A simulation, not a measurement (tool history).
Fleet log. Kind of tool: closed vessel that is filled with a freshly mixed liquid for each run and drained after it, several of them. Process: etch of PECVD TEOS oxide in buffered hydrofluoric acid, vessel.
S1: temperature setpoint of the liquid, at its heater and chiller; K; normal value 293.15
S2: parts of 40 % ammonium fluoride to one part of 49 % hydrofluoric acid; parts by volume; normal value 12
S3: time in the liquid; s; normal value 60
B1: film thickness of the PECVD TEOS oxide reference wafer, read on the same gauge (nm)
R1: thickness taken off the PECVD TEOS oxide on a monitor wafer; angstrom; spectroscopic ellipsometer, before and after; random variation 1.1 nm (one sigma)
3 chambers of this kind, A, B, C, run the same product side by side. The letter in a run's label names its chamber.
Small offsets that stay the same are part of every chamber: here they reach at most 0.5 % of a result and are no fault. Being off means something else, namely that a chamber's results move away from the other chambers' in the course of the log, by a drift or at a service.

run	day	S1	S2	S3	B1	R1
1A	0.342	293.15	12	60	140.00	1123.40
2B	0.675	293.15	12	60	140.00	1129.70
3C	1.200	293.15	12	60	140.00	1125.10
4C	1.433	293.15	12	60	139.97	1141.20
5A	1.929	293.15	12	60	139.98	1151.90
6B	2.262	293.15	12	40	140.01	776.23
7A	2.629	293.15	12	40	140.03	757.19
8B	2.967	293.15	12	40	139.97	763.97
9C	3.308	293.15	12	60	140.01	1118.00
10C	3.742	293.15	12	60	140.01	1113.10
11A	4.033	293.15	12	60	140.02	1149.60
12B	4.529	293.15	12	60	140.02	1134.40
13B	5.038	293.15	12	60	140.02	1132.90
14A	5.312	293.15	10	75	139.97	1727.00
15C	5.600	293.15	10	75	140.03	1691.80
16A	6.054	293.15	10	75	139.99	1708.50
17C	6.317	293.15	12	60	140.01	1138.30
18B	6.775	293.15	15	40	140.01	598.02
19B	7.054	293.15	15	40	140.06	617.50
20A	7.467	293.15	15	40	140.02	646.35
21C	7.871	293.15	12	60	140.00	1124.10
22C	8.346	293.15	12	60	140.00	1130.90
23B	8.712	293.15	12	60	139.99	1159.60
24A	9.083	293.15	12	60	140.03	1207.70
25B	9.396	293.15	12	60	140.01	1144.90
26C	9.733	293.15	12	60	139.98	1132.30
27A	10.025	293.15	9	35	139.99	910.40
28C	10.500	293.15	9	35	139.98	870.66
29A	10.758	293.15	9	35	140.01	904.76
30B	11.008	293.15	12	60	140.00	1154.20
31C	11.267	293.15	12	60	140.03	1140.70
32A	11.612	293.15	12	60	140.02	1242.60
33B	12.108	293.15	12	60	140.02	1143.70
34C	12.392	293.15	12	60	139.97	1141.00

Next, all 3 chambers run the settings below, one line each with question marks for the results. What does each chamber give?
35A	12.771	293.15	12	60		?
35B	12.771	293.15	12	60		?
35C	12.771	293.15	12	60		?

run	R1
35A	1261.30
35B	1145.10
35C	1139.90

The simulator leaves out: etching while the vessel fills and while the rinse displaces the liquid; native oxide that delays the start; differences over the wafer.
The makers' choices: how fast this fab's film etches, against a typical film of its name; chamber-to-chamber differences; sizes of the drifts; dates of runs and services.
